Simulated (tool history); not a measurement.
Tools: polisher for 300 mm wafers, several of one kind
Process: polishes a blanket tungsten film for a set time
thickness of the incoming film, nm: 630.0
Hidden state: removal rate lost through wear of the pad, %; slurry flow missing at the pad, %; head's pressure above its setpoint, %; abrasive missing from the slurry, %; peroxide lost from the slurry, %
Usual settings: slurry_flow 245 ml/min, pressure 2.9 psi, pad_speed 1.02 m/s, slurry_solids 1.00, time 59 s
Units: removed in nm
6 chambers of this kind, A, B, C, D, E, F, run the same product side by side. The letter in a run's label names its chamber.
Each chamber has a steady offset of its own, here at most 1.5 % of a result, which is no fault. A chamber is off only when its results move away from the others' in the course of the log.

run,day,slurry_flow,pressure,pad_speed,slurry_solids,time,wafers polished on this pad,hours since the slurry nozzle was cleaned,hours since the head pressure was calibrated,hours since the slurry blender was calibrated,hours since the slurry got fresh peroxide,removed
1A,0.154,245,2.9,1.02,1.00,59,300,390.0,718.5,260.3,6.4,203.37
2D,0.304,245,2.9,1.02,1.00,59,118,388.5,569.5,154.8,74.9,201.48
3B,0.458,245,2.9,1.02,1.00,59,373,469.7,316.5,262.1,41.0,201.61
# day 0.558: chamber B: slurry blender recalibrated
# day 0.558: chamber B: slurry tank refilled with fresh slurry and peroxide
# day 0.588: chamber F: worn pad replaced by a new one
4C,0.679,245,2.9,1.02,1.00,59,648,102.8,347.6,94.1,72.8,199.17
5E,0.875,245,3.7,0.74,1.00,59,445,238.4,534.8,102.3,111.2,186.93
# day 0.929: chamber A: slurry blender recalibrated
# day 0.938: chamber D: slurry tank refilled with fresh slurry and peroxide
# day 0.975: chamber E: slurry blender recalibrated
# day 1.025: chamber F: slurry blender recalibrated
6F,1.029,245,3.7,0.74,1.00,59,148,233.6,205.2,0.1,38.7,185.64
7E,1.175,245,3.7,0.74,1.00,59,545,245.6,542.0,4.8,118.4,184.71
# day 1.288: chamber E: worn pad replaced by a new one
# day 1.350: chamber C: worn pad replaced by a new one
8A,1.388,245,3.7,0.74,1.00,59,712,419.6,748.1,11.0,36.0,188.40
# day 1.588: chamber F: slurry tank refilled with fresh slurry and peroxide
9C,1.692,245,3.7,0.74,1.00,59,115,127.1,371.9,118.4,97.1,185.22
# day 1.942: chamber A: worn pad replaced by a new one
10F,1.971,245,3.7,0.74,1.00,59,462,256.2,227.8,22.7,9.3,185.83
11D,2.221,245,2.9,1.28,1.00,68,758,434.5,615.5,200.8,30.9,289.33
# day 2.238: chamber B: worn pad replaced by a new one
# day 2.379: chamber B: slurry tank refilled with fresh slurry and peroxide
12B,2.488,245,2.9,1.28,1.00,68,84,518.4,365.2,46.3,2.6,285.55
13A,2.633,245,2.9,1.28,1.00,68,231,449.5,778.0,40.9,65.9,295.00
# day 2.725: chamber F: worn pad replaced by a new one
# day 2.804: chamber E: slurry tank refilled with fresh slurry and peroxide
14C,2.917,245,2.9,1.28,1.00,68,524,156.5,401.3,147.8,126.5,288.02
# day 3.021: chamber E: worn pad replaced by a new one
# day 3.100: chamber A: slurry tank refilled with fresh slurry and peroxide
15D,3.154,245,2.9,1.28,1.00,68,1070,456.9,637.9,223.2,53.3,290.91
16E,3.429,245,2.9,1.28,1.00,68,136,299.7,596.1,58.9,15.1,293.17
# day 3.450: chamber F: slurry tank refilled with fresh slurry and peroxide
17F,3.633,245,2.9,1.02,1.00,59,304,296.1,267.7,62.6,4.4,201.78
# day 3.821: chamber C: worn pad replaced by a new one
18B,3.896,245,2.9,1.02,1.00,59,554,552.2,399.0,80.1,36.4,200.30
# day 4.012: chamber D: worn pad replaced by a new one
# day 4.150: chamber D: slurry tank refilled with fresh slurry and peroxide
19E,4.175,245,2.9,1.02,1.00,59,385,317.6,614.0,76.8,33.0,200.87
# day 4.300: chamber B: slurry tank refilled with fresh slurry and peroxide
# day 4.371: chamber C: slurry tank refilled with fresh slurry and peroxide
20D,4.396,245,2.9,1.02,1.00,65,128,486.7,667.7,253.0,5.9,220.48
21C,4.579,245,2.9,1.02,1.00,65,253,196.4,441.2,187.7,5.1,220.73
# day 4.625: chamber F: worn pad replaced by a new one
# day 4.646: chamber A: worn pad replaced by a new one
# day 4.650: chamber D: head pressure recalibrated
# day 4.683: chamber A: head pressure recalibrated
22F,4.804,245,2.9,1.02,1.00,65,60,324.2,295.8,90.7,32.5,221.90
# day 4.808: chamber E: worn pad replaced by a new one
23A,5.058,245,2.9,1.02,1.00,65,138,507.7,9.0,99.1,47.1,223.04
# day 5.171: chamber E: slurry blender recalibrated
# day 5.208: chamber F: slurry tank refilled with fresh slurry and peroxide
24B,5.250,245,2.9,1.02,1.00,65,1006,584.7,431.5,112.6,22.9,220.37
25A,5.550,245,2.9,1.02,1.00,65,302,519.5,20.8,110.9,58.9,221.61
# day 5.567: chamber C: head pressure recalibrated
# day 5.692: chamber B: worn pad replaced by a new one
26D,5.700,245,2.9,1.02,1.00,59,563,518.0,25.2,284.3,37.2,202.47
# day 5.854: chamber D: slurry nozzle cleaned
# day 5.921: chamber B: slurry nozzle cleaned
27F,5.975,245,2.9,1.02,1.15,79,451,352.3,323.9,118.8,18.5,277.17
28B,6.129,245,2.9,1.02,1.15,79,147,5.1,452.6,133.7,44.0,278.43
29E,6.312,245,2.9,1.02,1.15,79,503,368.9,665.3,27.5,84.3,277.57
# day 6.400: chamber C: worn pad replaced by a new one
# day 6.417: chamber F: slurry nozzle cleaned
# day 6.425: chamber B: slurry tank refilled with fresh slurry and peroxide
# day 6.454: chamber A: slurry tank refilled with fresh slurry and peroxide
# day 6.471: chamber E: worn pad replaced by a new one
# day 6.550: chamber F: worn pad replaced by a new one
# day 6.588: chamber D: slurry blender recalibrated
30C,6.625,245,2.9,1.02,1.15,79,76,245.5,25.4,236.8,54.2,278.82
31F,6.858,245,2.9,1.02,1.15,79,103,10.6,345.1,140.0,39.7,277.37
# day 7.146: chamber A: slurry nozzle cleaned
32E,7.167,245,2.9,1.02,1.15,79,232,389.4,685.8,48.0,104.8,278.90
33A,7.308,245,2.9,1.02,1.00,71,889,3.9,63.0,153.1,20.5,245.34
# day 7.358: chamber F: slurry tank refilled with fresh slurry and peroxide
# day 7.504: chamber A: worn pad replaced by a new one
34C,7.617,245,2.9,1.02,1.00,71,407,269.3,49.2,260.6,78.0,242.01
# day 7.862: chamber D: worn pad replaced by a new one
# day 7.900: chamber D: slurry tank refilled with fresh slurry and peroxide
35D,7.933,245,2.9,1.02,1.00,71,24,50.0,78.8,32.4,0.9,239.90
36B,8.225,245,2.9,1.02,1.00,71,847,55.4,502.9,184.0,43.3,242.28
37A,8.371,245,2.9,1.02,1.00,71,290,29.4,88.5,178.6,46.0,243.63
# day 8.425: chamber E: worn pad replaced by a new one
# day 8.488: chamber F: worn pad replaced by a new one
38D,8.588,245,2.9,1.02,1.00,71,243,65.7,94.5,48.1,16.6,244.85
# day 8.692: chamber B: slurry tank refilled with fresh slurry and peroxide
39E,8.754,245,2.9,1.02,1.00,59,110,427.5,723.9,86.1,142.9,203.88
# day 9.004: chamber B: worn pad replaced by a new one
40F,9.004,245,2.9,1.02,1.00,59,173,62.1,396.6,191.5,39.5,199.08
# day 9.154: chamber C: worn pad replaced by a new one
41B,9.171,245,2.9,1.02,1.00,59,56,78.1,525.6,206.7,11.6,200.52
42C,9.342,245,2.9,1.02,1.00,59,62,310.7,90.6,302.0,119.4,197.36
43B,9.558,245,2.9,0.76,1.00,45,186,87.4,534.9,216.0,20.9,114.41

Next, every chamber runs the same settings. What will each give?
44A,9.788,245,2.9,1.02,1.00,66,,,,,,?
44B,9.788,245,2.9,1.02,1.00,66,,,,,,?
44C,9.788,245,2.9,1.02,1.00,66,,,,,,?
44D,9.788,245,2.9,1.02,1.00,66,,,,,,?
44E,9.788,245,2.9,1.02,1.00,66,,,,,,?
44F,9.788,245,2.9,1.02,1.00,66,,,,,,?

run,removed
44A,227.99
44B,224.11
44C,222.84
44D,224.92
44E,226.64
44F,225.78
